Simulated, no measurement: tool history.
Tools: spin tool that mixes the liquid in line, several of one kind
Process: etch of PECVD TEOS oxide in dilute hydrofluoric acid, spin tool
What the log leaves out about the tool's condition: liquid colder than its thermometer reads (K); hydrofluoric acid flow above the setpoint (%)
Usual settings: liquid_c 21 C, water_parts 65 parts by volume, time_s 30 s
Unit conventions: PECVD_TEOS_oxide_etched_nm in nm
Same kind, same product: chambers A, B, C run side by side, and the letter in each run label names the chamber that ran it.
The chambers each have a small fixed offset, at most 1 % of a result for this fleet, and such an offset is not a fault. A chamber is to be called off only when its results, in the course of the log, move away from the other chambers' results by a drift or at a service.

run	day	liquid_c	water_parts	time_s	hours since the thermometer was replaced	hours since the hydrofluoric acid flow meter was replaced	read-back film thickness of the PECVD TEOS oxide reference wafer, read on the same gauge (nm)	PECVD_TEOS_oxide_etched_nm
1B	0.379	21	65	30	973.1	674.2	60.012	4.6794
2C	0.796	21	65	30	459.4	542.6	59.959	4.7685
# day 0.812: chamber C: thermometer replaced
3A	1.138	21	65	30	160.6	719.5	59.999	4.6495
# day 1.229: chamber A: hydrofluoric acid flow meter replaced
4A	1.454	21	65	30	168.2	5.5	60.005	4.6423
5C	1.862	21	65	30	25.2	568.2	60.005	4.781
6B	2.321	21	65	30	1019.7	720.8	59.989	4.6898
7A	2.629	21	65	30	196.4	33.7	60.022	4.7141
8C	2.921	21	65	30	50.6	593.6	59.977	4.7568
9B	3.383	21	65	30	1045.2	746.3	60.046	4.707
10C	3.629	21	65	30	67.6	610.6	59.973	4.7986
11A	3.912	21	65	30	227.2	64.5	60.007	4.7629
12B	4.171	21	65	30	1064.1	765.2	60.007	4.6414
13A	4.55	21	65	30	242.5	79.8	60.017	4.6984
14B	5.008	21	65	30	1084.2	785.3	59.986	4.7096
15C	5.388	21	65	30	109.8	652.8	59.999	4.7379
16B	5.808	21	65	30	1103.4	804.5	60.019	4.6621
17A	6.254	21	65	30	283.4	120.7	60.024	4.6828
18C	6.462	21	50	45	135.6	678.6	59.987	9.4461
19B	6.796	21	50	45	1127.1	828.2	60.009	9.2962
20A	7.083	21	50	45	303.3	140.6	59.972	9.2837
21C	7.521	21	65	30	161	704	59.97	4.6817
22B	7.942	21	65	30	1154.6	855.7	60.039	4.7651
23A	8.396	18.5	65	50	334.8	172.1	59.97	7.0425
24C	8.75	18.5	65	50	190.5	733.5	60.001	7.0792
25A	9.138	18.5	65	50	352.6	189.9	60.037	7.0395
26B	9.5	24.5	75	30	1192	893.1	60.006	4.6718
27C	9.729	24.5	75	30	214	757	60.028	4.6952
28C	10.167	24.5	75	30	224.5	767.5	60.016	4.6647
29A	10.45	21	65	30	384.1	221.4	60.002	4.7093
30B	10.829	21	65	30	1223.9	925	59.993	4.6865
31C	11.262	21	65	30	250.8	793.8	59.988	4.7442
32B	11.708	25	65	40	1245	946.1	59.99	7.3524
33A	12.029	25	65	40	422	259.3	59.984	7.3966
34B	12.317	25	65	40	1259.6	960.7	60.03	7.406
35A	12.662	21	65	30	437.2	274.5	60.03	4.7292
36C	13.092	21	65	30	294.7	837.7	59.998	4.7656
37C	13.438	21	65	30	303	846	59.992	4.7492
38A	13.854	21	65	30	465.8	303.1	59.979	4.6514
39B	14.271	21	65	30	1306.5	1007.6	60.027	4.6681
40A	14.504	21	65	30	481.4	318.7	60.049	4.724
41C	14.95	21	65	30	339.3	882.3	59.999	4.7814
42B	15.388	21	65	30	1333.3	1034.4	59.998	4.6355
43C	15.679	21	65	30	356.8	899.8	59.987	4.7753
44B	16.138	21	65	30	1351.3	1052.4	60.005	4.7223

All chambers now run identical settings, listed one chamber a line with results as question marks. What results will each chamber show?
45A	16.471	21	75	30				?
45B	16.471	21	75	30				?
45C	16.471	21	75	30				?

run	PECVD_TEOS_oxide_etched_nm
45A	3.9794
45B	4.0298
45C	4.031

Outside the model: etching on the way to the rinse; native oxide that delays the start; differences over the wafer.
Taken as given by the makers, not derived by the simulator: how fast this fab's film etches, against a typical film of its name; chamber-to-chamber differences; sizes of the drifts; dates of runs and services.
